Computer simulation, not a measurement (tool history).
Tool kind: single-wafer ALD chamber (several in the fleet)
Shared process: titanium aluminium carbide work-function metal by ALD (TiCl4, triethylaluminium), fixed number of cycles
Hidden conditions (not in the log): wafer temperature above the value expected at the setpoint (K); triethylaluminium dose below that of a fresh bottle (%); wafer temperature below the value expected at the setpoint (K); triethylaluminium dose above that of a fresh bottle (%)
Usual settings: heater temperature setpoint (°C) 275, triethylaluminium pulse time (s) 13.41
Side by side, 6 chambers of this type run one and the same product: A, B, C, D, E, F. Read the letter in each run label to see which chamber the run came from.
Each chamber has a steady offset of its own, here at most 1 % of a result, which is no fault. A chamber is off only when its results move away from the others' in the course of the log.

run,hour,heater temperature setpoint (°C),triethylaluminium pulse time (s),hours since the last thermocouple change,hours since the last triethylaluminium bottle change,"read-back reference wafer on the same gauge, thickness_nm",mean film thickness on the monitor wafer (Å)
# hour 1.4: chamber F: thermocouple changed; heater temperature recalibrated
1D,3.8,275,13.41,957.9,212.7,2.1407,18.319
2A,11,275,13.41,834.1,929.9,2.1409,18.368
3F,15.6,275,13.41,14.2,89.5,2.1407,18.246
4C,20.6,275,13.41,1045.4,922.8,2.1416,18.258
5B,27,275,13.41,179.3,483,2.1416,18.261
6E,31.1,275,13.41,1719.6,1262.4,2.1413,18.351
7A,38.4,275,13.41,861.5,957.3,2.1408,18.402
8F,44.8,275,13.41,43.4,118.7,2.1428,18.248
9C,49.5,275,13.41,1074.3,951.7,2.1421,18.24
10B,55.8,275,13.41,208.1,511.8,2.1426,18.226
11E,60.4,275,13.41,1748.9,1291.7,2.1434,18.348
12D,66.7,275,10.69,1020.8,275.6,2.1426,18.091
13F,70.2,275,10.69,68.8,144.1,2.1433,17.985
14A,77.3,275,10.69,900.4,996.2,2.1437,18.068
15B,80.6,275,10.69,232.9,536.6,2.1443,17.92
16C,87.2,275,10.69,1112,989.4,2.1445,17.981
17D,91.5,275,10.69,1045.6,300.4,2.1451,18.067
18E,96.2,275,13.41,1784.7,1327.5,2.1448,18.382
19E,102.2,275,13.41,1790.7,1333.5,2.1452,18.402
20D,109,275,13.41,1063.1,317.9,2.1446,18.352
21A,114.7,275,13.41,937.8,1033.6,2.1458,18.393
22C,121.2,275,13.41,1146,1023.4,2.1457,18.252
23F,125.8,280,13.41,124.4,199.7,2.1462,18.687
24B,131.6,280,13.41,283.9,587.6,2.1463,18.646
25E,138.6,280,13.41,1827.1,1369.9,2.1474,18.853
26F,142.4,280,13.41,141,216.3,2.1467,18.723
27D,147.8,280,13.41,1101.9,356.7,2.1476,18.835
28A,153.4,280,13.41,976.5,1072.3,2.1486,18.854
29B,159.9,275,13.41,312.2,615.9,2.1478,18.332
30C,166.7,275,13.41,1191.5,1068.9,2.1483,18.32
31F,171.4,275,13.41,170,245.3,2.1483,18.283
32B,177.1,275,13.41,329.4,633.1,2.1489,18.3
33D,180.6,275,13.41,1134.7,389.5,2.1496,18.413
34C,183.9,275,9.94,1208.7,1086.1,2.1492,17.86
35A,190.5,275,9.94,1013.6,1109.4,2.1492,17.977
36E,194,275,9.94,1882.5,1425.3,2.1488,17.987
37D,198.4,275,9.94,1152.5,407.3,2.1499,17.98
# hour 198.7: chamber A: thermocouple changed; heater temperature recalibrated
38F,203.1,275,9.94,201.7,277,2.1497,17.86
39E,206.9,275,9.94,1895.4,1438.2,2.1502,17.973
40A,211.4,275,13.41,12.8,1130.3,2.1508,18.464
41C,216.5,275,8.46,1241.3,1118.7,2.1507,17.509
42B,222.2,275,8.46,374.5,678.2,2.1515,17.424
43D,228.8,275,8.46,1182.9,437.7,2.1508,17.568
44B,233.8,275,8.46,386.1,689.8,2.1519,17.426

All 6 chambers run these settings next. Forecast each chamber's results:
45A,239.1,275,10.68,,,,?
45B,239.1,275,10.68,,,,?
45C,239.1,275,10.68,,,,?
45D,239.1,275,10.68,,,,?
45E,239.1,275,10.68,,,,?
45F,239.1,275,10.68,,,,?

run,mean film thickness on the monitor wafer (Å)
45A,18.111
45B,18.033
45C,18.067
45D,18.108
45E,18.169
45F,18.044

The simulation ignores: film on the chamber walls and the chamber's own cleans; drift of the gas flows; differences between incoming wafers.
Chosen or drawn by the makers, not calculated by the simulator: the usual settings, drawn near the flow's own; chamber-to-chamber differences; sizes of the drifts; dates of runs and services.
